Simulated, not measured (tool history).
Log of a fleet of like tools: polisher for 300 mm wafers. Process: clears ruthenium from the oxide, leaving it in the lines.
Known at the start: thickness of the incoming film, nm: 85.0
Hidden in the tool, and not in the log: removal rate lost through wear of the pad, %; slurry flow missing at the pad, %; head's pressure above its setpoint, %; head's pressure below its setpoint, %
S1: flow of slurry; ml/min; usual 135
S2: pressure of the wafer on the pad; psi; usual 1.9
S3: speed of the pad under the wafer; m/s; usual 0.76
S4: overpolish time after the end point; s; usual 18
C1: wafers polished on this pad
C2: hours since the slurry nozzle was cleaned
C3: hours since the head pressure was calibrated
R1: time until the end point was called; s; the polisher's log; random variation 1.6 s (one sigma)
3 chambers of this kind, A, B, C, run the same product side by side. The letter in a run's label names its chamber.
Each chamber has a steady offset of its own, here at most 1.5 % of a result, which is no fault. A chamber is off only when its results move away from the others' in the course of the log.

| run | hour | S1 | S2 | S3 | S4 | C1 | C2 | C3 | R1 |
|---|---|---|---|---|---|---|---|---|---|
| 1C | 9.5 | 135 | 1.9 | 0.76 | 18 | 509 | 382.4 | 323.9 | 110.470 |
| 2A | 18.2 | 135 | 1.9 | 0.76 | 18 | 364 | 79.9 | 136.7 | 109.260 |
| 3B | 25.4 | 135 | 1.9 | 0.76 | 18 | 764 | 156.7 | 856.8 | 112.770 |
| 4B | 33.4 | 135 | 1.9 | 0.76 | 18 | 820 | 164.7 | 864.8 | 112.520 |
|  | 38.1 | chamber B: worn pad replaced by a new one |
| 5C | 42.4 | 135 | 1.9 | 0.76 | 18 | 735 | 415.3 | 356.8 | 113.450 |
|  | 49.2 | chamber C: slurry nozzle cleaned |
| 6A | 50.6 | 135 | 1.9 | 0.76 | 18 | 587 | 112.3 | 169.1 | 111.250 |
|  | 55.6 | chamber A: worn pad replaced by a new one |
| 7A | 63.4 | 135 | 1.9 | 0.76 | 18 | 54 | 125.1 | 181.9 | 108.510 |
| 8B | 74.6 | 135 | 1.9 | 0.76 | 18 | 251 | 205.9 | 906.0 | 114.430 |
| 9C | 88.3 | 135 | 1.9 | 0.76 | 18 | 1051 | 39.1 | 402.7 | 113.030 |
| 10A | 98.0 | 170 | 1.9 | 0.56 | 18 | 292 | 159.7 | 216.5 | 142.360 |
| 11B | 107.1 | 170 | 1.9 | 0.56 | 18 | 475 | 238.4 | 938.5 | 140.910 |
| 12C | 115.9 | 170 | 1.9 | 0.56 | 18 | 1241 | 66.7 | 430.3 | 149.090 |
| 13A | 127.7 | 135 | 1.9 | 0.76 | 18 | 496 | 189.4 | 246.2 | 108.420 |
|  | 138.4 | chamber A: worn pad replaced by a new one |
| 14C | 139.8 | 135 | 1.9 | 0.76 | 18 | 1406 | 90.6 | 454.2 | 113.540 |
|  | 143.5 | chamber C: worn pad replaced by a new one |
| 15B | 148.3 | 135 | 1.9 | 0.98 | 8 | 758 | 279.6 | 979.7 | 84.524 |
|  | 153.2 | chamber B: worn pad replaced by a new one |
| 16A | 156.6 | 135 | 1.9 | 0.98 | 8 | 125 | 218.3 | 275.1 | 85.527 |
| 17B | 169.6 | 135 | 1.9 | 0.98 | 8 | 112 | 300.9 | 1001.0 | 86.051 |
| 18C | 176.1 | 135 | 1.9 | 0.76 | 18 | 224 | 126.9 | 490.5 | 113.450 |
| 19C | 189.4 | 135 | 1.9 | 0.76 | 13 | 316 | 140.2 | 503.8 | 113.330 |
| 20B | 196.0 | 135 | 1.9 | 0.76 | 13 | 294 | 327.3 | 1027.4 | 112.840 |
| 21A | 203.8 | 135 | 1.9 | 0.76 | 13 | 450 | 265.5 | 322.3 | 109.340 |
| 22A | 216.6 | 135 | 1.9 | 0.76 | 18 | 538 | 278.3 | 335.1 | 111.600 |
|  | 220.1 | chamber A: worn pad replaced by a new one |
| 23C | 229.4 | 135 | 1.9 | 0.76 | 18 | 591 | 180.2 | 543.8 | 115.230 |
| 24B | 238.4 | 135 | 1.6 | 0.52 | 18 | 586 | 369.7 | 1069.8 | 193.040 |
| 25C | 249.3 | 135 | 1.6 | 0.52 | 18 | 728 | 200.1 | 563.7 | 196.100 |
| 26B | 263.2 | 135 | 1.6 | 0.52 | 18 | 757 | 394.5 | 1094.6 | 193.630 |
|  | 264.9 | chamber B: worn pad replaced by a new one |
| 27A | 276.5 | 135 | 1.9 | 0.76 | 18 | 388 | 338.2 | 395.0 | 110.000 |
| 28B | 289.5 | 135 | 1.9 | 0.76 | 18 | 169 | 420.8 | 1120.9 | 109.680 |
| 29C | 299.3 | 135 | 1.9 | 0.76 | 18 | 1072 | 250.1 | 613.7 | 111.880 |
|  | 306.4 | chamber A: worn pad replaced by a new one |
| 30A | 311.0 | 135 | 1.9 | 0.76 | 18 | 31 | 372.7 | 429.5 | 110.320 |

Next, every chamber runs the same settings. What will each give?
| 31A | 321.1 | 135 | 1.9 | 0.76 | 18 |  |  |  | ? |
| 31B | 321.1 | 135 | 1.9 | 0.76 | 18 |  |  |  | ? |
| 31C | 321.1 | 135 | 1.9 | 0.76 | 18 |  |  |  | ? |

| run | R1 |
|---|---|
| 31A | 111.050 |
| 31B | 111.790 |
| 31C | 114.880 |

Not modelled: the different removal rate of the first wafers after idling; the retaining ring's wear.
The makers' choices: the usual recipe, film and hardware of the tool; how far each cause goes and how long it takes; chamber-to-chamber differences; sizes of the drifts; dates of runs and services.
